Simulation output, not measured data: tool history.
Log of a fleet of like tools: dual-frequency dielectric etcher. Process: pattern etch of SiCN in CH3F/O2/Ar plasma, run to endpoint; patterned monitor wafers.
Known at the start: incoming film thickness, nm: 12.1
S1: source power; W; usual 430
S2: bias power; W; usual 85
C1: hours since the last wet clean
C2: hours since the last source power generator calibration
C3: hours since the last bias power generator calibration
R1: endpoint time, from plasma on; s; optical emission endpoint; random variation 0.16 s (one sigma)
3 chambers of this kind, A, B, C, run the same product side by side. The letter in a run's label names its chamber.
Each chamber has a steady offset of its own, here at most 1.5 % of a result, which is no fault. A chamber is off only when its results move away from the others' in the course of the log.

Run 1C, hour 7.9: usual settings; C1 121.7; C2 1054.3; C3 2521.3. Result: R1 29.131 s.
Run 2A, hour 18.0: usual settings; C1 277.1; C2 335.0; C3 707.6. Result: R1 29.625 s.
Run 3B, hour 24.7: usual settings; C1 25.1; C2 1251.9; C3 1753.8. Result: R1 29.472 s.
Run 4A, hour 33.8: usual settings; C1 292.9; C2 350.8; C3 723.4. Result: R1 29.633 s.
Run 5B, hour 48.4: usual settings; C1 48.8; C2 1275.6; C3 1777.5. Result: R1 29.613 s.
Run 6C, hour 55.9: usual settings; C1 169.7; C2 1102.3; C3 2569.3. Result: R1 29.188 s.
Run 7C, hour 65.0: usual settings; C1 178.8; C2 1111.4; C3 2578.4. Result: R1 29.125 s.
Run 8B, hour 72.2: usual settings; C1 72.6; C2 1299.4; C3 1801.3. Result: R1 29.578 s.
Run 9A, hour 86.3: usual settings; C1 345.4; C2 403.3; C3 775.9. Result: R1 29.476 s.
Run 10C, hour 96.0: usual settings; C1 209.8; C2 1142.4; C3 2609.4. Result: R1 29.405 s.
Run 11A, hour 104.1: usual settings; C1 363.2; C2 421.1; C3 793.7. Result: R1 29.387 s.
Run 12B, hour 112.1: usual settings; C1 112.5; C2 1339.3; C3 1841.2. Result: R1 29.928 s.
Run 13C, hour 119.3: usual settings; C1 233.1; C2 1165.7; C3 2632.7. Result: R1 28.951 s.
Run 14A, hour 130.0: usual settings; C1 389.1; C2 447.0; C3 819.6. Result: R1 29.837 s.
Run 15B, hour 138.8: usual settings; C1 139.2; C2 1366.0; C3 1867.9. Result: R1 29.687 s.
Run 16C, hour 146.6: usual settings; C1 260.4; C2 1193.0; C3 2660.0. Result: R1 29.046 s.
Run 17A, hour 161.4: usual settings; C1 420.5; C2 478.4; C3 851.0. Result: R1 29.450 s.
Run 18B, hour 174.6: usual settings; C1 175.0; C2 1401.8; C3 1903.7. Result: R1 29.457 s.
Run 19A, hour 182.7: usual settings but S1 480 W, S2 101 W; C1 441.8; C2 499.7; C3 872.3. Result: R1 26.252 s.
Run 20C, hour 190.8: usual settings but S1 480 W, S2 101 W; C1 304.6; C2 1237.2; C3 2704.2. Result: R1 26.410 s.
Run 21B, hour 199.6: usual settings but S1 480 W, S2 101 W; C1 200.0; C2 1426.8; C3 1928.7. Result: R1 26.621 s.
Run 22C, hour 215.1: usual settings; C1 328.9; C2 1261.5; C3 2728.5. Result: R1 29.214 s.
Run 23A, hour 226.8: usual settings; C1 485.9; C2 543.8; C3 916.4. Result: R1 29.794 s.
Run 24B, hour 234.7: usual settings; C1 235.1; C2 1461.9; C3 1963.8. Result: R1 29.605 s.
Run 25A, hour 247.7: usual settings; C1 506.8; C2 564.7; C3 937.3. Result: R1 29.364 s.
Run 26C, hour 257.6: usual settings; C1 371.4; C2 1304.0; C3 2771.0. Result: R1 29.157 s.
At hour 264.5: chamber A: wet clean of the chamber.
Run 27B, hour 268.1: usual settings; C1 268.5; C2 1495.3; C3 1997.2. Result: R1 29.831 s.
Run 28C, hour 280.4: usual settings; C1 394.2; C2 1326.8; C3 2793.8. Result: R1 29.067 s.
Run 29A, hour 287.9: usual settings; C1 23.5; C2 604.9; C3 977.5. Result: R1 29.576 s.

Is one chamber off against the others, does the gauge drift, or is nothing wrong? If a chamber is off, say which, and what the likeliest cause is.

No chamber stands off beyond its own small offset, and the gauge holds steady.

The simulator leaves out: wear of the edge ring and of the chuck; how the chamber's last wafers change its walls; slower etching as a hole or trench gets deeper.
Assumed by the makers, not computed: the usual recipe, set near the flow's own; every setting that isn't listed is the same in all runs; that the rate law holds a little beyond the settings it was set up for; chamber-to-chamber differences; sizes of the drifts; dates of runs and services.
